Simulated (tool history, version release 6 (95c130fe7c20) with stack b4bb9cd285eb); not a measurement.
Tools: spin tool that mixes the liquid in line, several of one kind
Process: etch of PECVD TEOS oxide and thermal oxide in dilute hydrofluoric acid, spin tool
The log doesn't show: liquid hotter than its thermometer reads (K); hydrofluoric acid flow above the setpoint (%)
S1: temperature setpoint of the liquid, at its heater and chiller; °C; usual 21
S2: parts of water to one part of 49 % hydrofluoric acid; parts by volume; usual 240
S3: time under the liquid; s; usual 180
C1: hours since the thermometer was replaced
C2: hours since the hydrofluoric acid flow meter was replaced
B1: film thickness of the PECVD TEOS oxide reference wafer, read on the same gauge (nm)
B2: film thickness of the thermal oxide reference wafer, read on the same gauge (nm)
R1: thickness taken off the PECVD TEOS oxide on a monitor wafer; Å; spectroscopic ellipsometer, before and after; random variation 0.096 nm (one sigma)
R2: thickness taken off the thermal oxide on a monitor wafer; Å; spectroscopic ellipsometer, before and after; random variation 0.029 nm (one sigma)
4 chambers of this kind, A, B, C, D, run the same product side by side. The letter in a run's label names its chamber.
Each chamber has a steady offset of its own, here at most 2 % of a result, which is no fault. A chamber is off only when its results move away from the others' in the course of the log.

Run 1A, hour 4.2: usual settings; C1 771.2; C2 220.6; B1 39.982; B2 29.99. Result: R1 162.53 Å, R2 26.961 Å.
Run 2C, hour 9.8: usual settings; C1 735.5; C2 520.9; B1 40.006; B2 29.951. Result: R1 160.98 Å, R2 27.422 Å.
Run 3D, hour 15.8: usual settings; C1 362.1; C2 427; B1 40.01; B2 30.021. Result: R1 161.12 Å, R2 27.222 Å.
Run 4B, hour 20.8: usual settings; C1 468; C2 2159.3; B1 39.979; B2 29.962. Result: R1 166.09 Å, R2 27.843 Å.
Run 5B, hour 28.1: usual settings; C1 475.3; C2 2166.6; B1 40.024; B2 29.978. Result: R1 165.17 Å, R2 27.071 Å.
Run 6D, hour 36.5: usual settings but S1 18.5 °C, S3 115 s; C1 382.8; C2 447.7; B1 39.969; B2 30.027. Result: R1 92.09 Å, R2 15.826 Å.
Run 7C, hour 40.7: usual settings but S1 18.5 °C, S3 115 s; C1 766.4; C2 551.8; B1 39.975; B2 29.999. Result: R1 93.703 Å, R2 16.087 Å.
Run 8A, hour 44.9: usual settings but S1 18.5 °C, S3 115 s; C1 811.9; C2 261.3; B1 40.032; B2 29.966. Result: R1 95.279 Å, R2 15.796 Å.
Run 9A, hour 50.6: usual settings but S1 18.5 °C, S3 115 s; C1 817.6; C2 267; B1 40.042; B2 29.983. Result: R1 96.309 Å, R2 15.909 Å.
Run 10C, hour 59.2: usual settings; C1 784.9; C2 570.3; B1 40.013; B2 30.011. Result: R1 163 Å, R2 27.364 Å.
Run 11B, hour 63.8: usual settings but S3 265 s; C1 511; C2 2202.3; B1 40; B2 30.02. Result: R1 244.38 Å, R2 40.782 Å.
Run 12D, hour 71.1: usual settings but S3 265 s; C1 417.4; C2 482.3; B1 39.994; B2 30.018. Result: R1 235.18 Å, R2 40.342 Å.
Run 13A, hour 77.4: usual settings but S3 265 s; C1 844.4; C2 293.8; B1 39.998; B2 30.047. Result: R1 239.64 Å, R2 39.845 Å.
Run 14C, hour 84.8: usual settings but S3 265 s; C1 810.5; C2 595.9; B1 40.008; B2 29.985. Result: R1 240.9 Å, R2 40.16 Å.
Run 15B, hour 93.7: usual settings; C1 540.9; C2 2232.2; B1 39.991; B2 30.029. Result: R1 163.73 Å, R2 27.199 Å.
Run 16D, hour 102.5: usual settings; C1 448.8; C2 513.7; B1 40.007; B2 30.006. Result: R1 161.27 Å, R2 27.609 Å.
Run 17A, hour 107.3: usual settings; C1 874.3; C2 323.7; B1 39.989; B2 30.037. Result: R1 163.45 Å, R2 26.916 Å.
Run 18B, hour 113.1: usual settings; C1 560.3; C2 2251.6; B1 39.98; B2 30.032. Result: R1 165.71 Å, R2 26.95 Å.
Run 19D, hour 121.8: usual settings; C1 468.1; C2 533; B1 40.014; B2 30.002. Result: R1 160.05 Å, R2 28.008 Å.
Run 20C, hour 129.6: usual settings; C1 855.3; C2 640.7; B1 39.993; B2 30.013. Result: R1 166 Å, R2 28.26 Å.
Run 21B, hour 134.6: usual settings; C1 581.8; C2 2273.1; B1 39.977; B2 29.984. Result: R1 165.04 Å, R2 26.987 Å.
Run 22D, hour 142.2: usual settings; C1 488.5; C2 553.4; B1 39.974; B2 30.021. Result: R1 159.44 Å, R2 27.767 Å.
Run 23C, hour 150.2: usual settings; C1 875.9; C2 661.3; B1 39.981; B2 30.029. Result: R1 166.34 Å, R2 27.867 Å.
Run 24A, hour 156: usual settings; C1 923; C2 372.4; B1 40.014; B2 29.982. Result: R1 163.5 Å, R2 27.606 Å.
Run 25C, hour 161.7: usual settings; C1 887.4; C2 672.8; B1 40.005; B2 30.01. Result: R1 167.32 Å, R2 28.275 Å.
Run 26B, hour 168: usual settings; C1 615.2; C2 2306.5; B1 39.975; B2 30.013. Result: R1 164.81 Å, R2 27.603 Å.
Run 27A, hour 176.1: usual settings; C1 943.1; C2 392.5; B1 39.997; B2 30.025. Result: R1 163.52 Å, R2 26.965 Å.
Run 28D, hour 180.1: usual settings; C1 526.4; C2 591.3; B1 40; B2 30.034. Result: R1 160.73 Å, R2 27.593 Å.
Run 29C, hour 186.4: usual settings; C1 912.1; C2 697.5; B1 39.98; B2 29.959. Result: R1 170.31 Å, R2 28.136 Å.
Run 30D, hour 193.9: usual settings; C1 540.2; C2 605.1; B1 40.014; B2 30.007. Result: R1 162.22 Å, R2 27.593 Å.
At hour 197.4: chamber D: thermometer replaced.
Run 31A, hour 202.4: usual settings; C1 969.4; C2 418.8; B1 39.994; B2 29.987. Result: R1 165.69 Å, R2 27.321 Å.
Run 32B, hour 208.4: usual settings; C1 655.6; C2 2346.9; B1 40.003; B2 30.025. Result: R1 166.19 Å, R2 27.588 Å.
Run 33B, hour 216: usual settings; C1 663.2; C2 2354.5; B1 40.011; B2 29.971. Result: R1 165.52 Å, R2 27 Å.
Run 34D, hour 224.9: usual settings; C1 27.6; C2 636.1; B1 39.963; B2 29.969. Result: R1 160.85 Å, R2 27.198 Å.
Run 35C, hour 232.2: usual settings; C1 957.9; C2 743.3; B1 40.038; B2 30.012. Result: R1 170.36 Å, R2 29.326 Å.
Run 36A, hour 239.1: usual settings; C1 1006.1; C2 455.5; B1 40.018; B2 30.028. Result: R1 164.18 Å, R2 27.414 Å.
Run 37A, hour 243.7: usual settings; C1 1010.7; C2 460.1; B1 39.996; B2 29.987. Result: R1 163.72 Å, R2 27.429 Å.
Run 38D, hour 252.5: usual settings; C1 55.2; C2 663.7; B1 40; B2 29.989. Result: R1 159.19 Å, R2 27.864 Å.
Run 39B, hour 261.6: usual settings; C1 708.8; C2 2400.1; B1 40.014; B2 29.973. Result: R1 166.76 Å, R2 27.76 Å.

Next, every chamber runs the same settings. What will each give?
Run 40A, hour 268.2: usual settings. Result: R1 ?, R2 ?.
Run 40B, hour 268.2: usual settings. Result: R1 ?, R2 ?.
Run 40C, hour 268.2: usual settings. Result: R1 ?, R2 ?.
Run 40D, hour 268.2: usual settings. Result: R1 ?, R2 ?.

run      R1      R2
40A  162.58  27.287
40B  165.02  27.602
40C  171.74  28.682
40D  160.95  27.321

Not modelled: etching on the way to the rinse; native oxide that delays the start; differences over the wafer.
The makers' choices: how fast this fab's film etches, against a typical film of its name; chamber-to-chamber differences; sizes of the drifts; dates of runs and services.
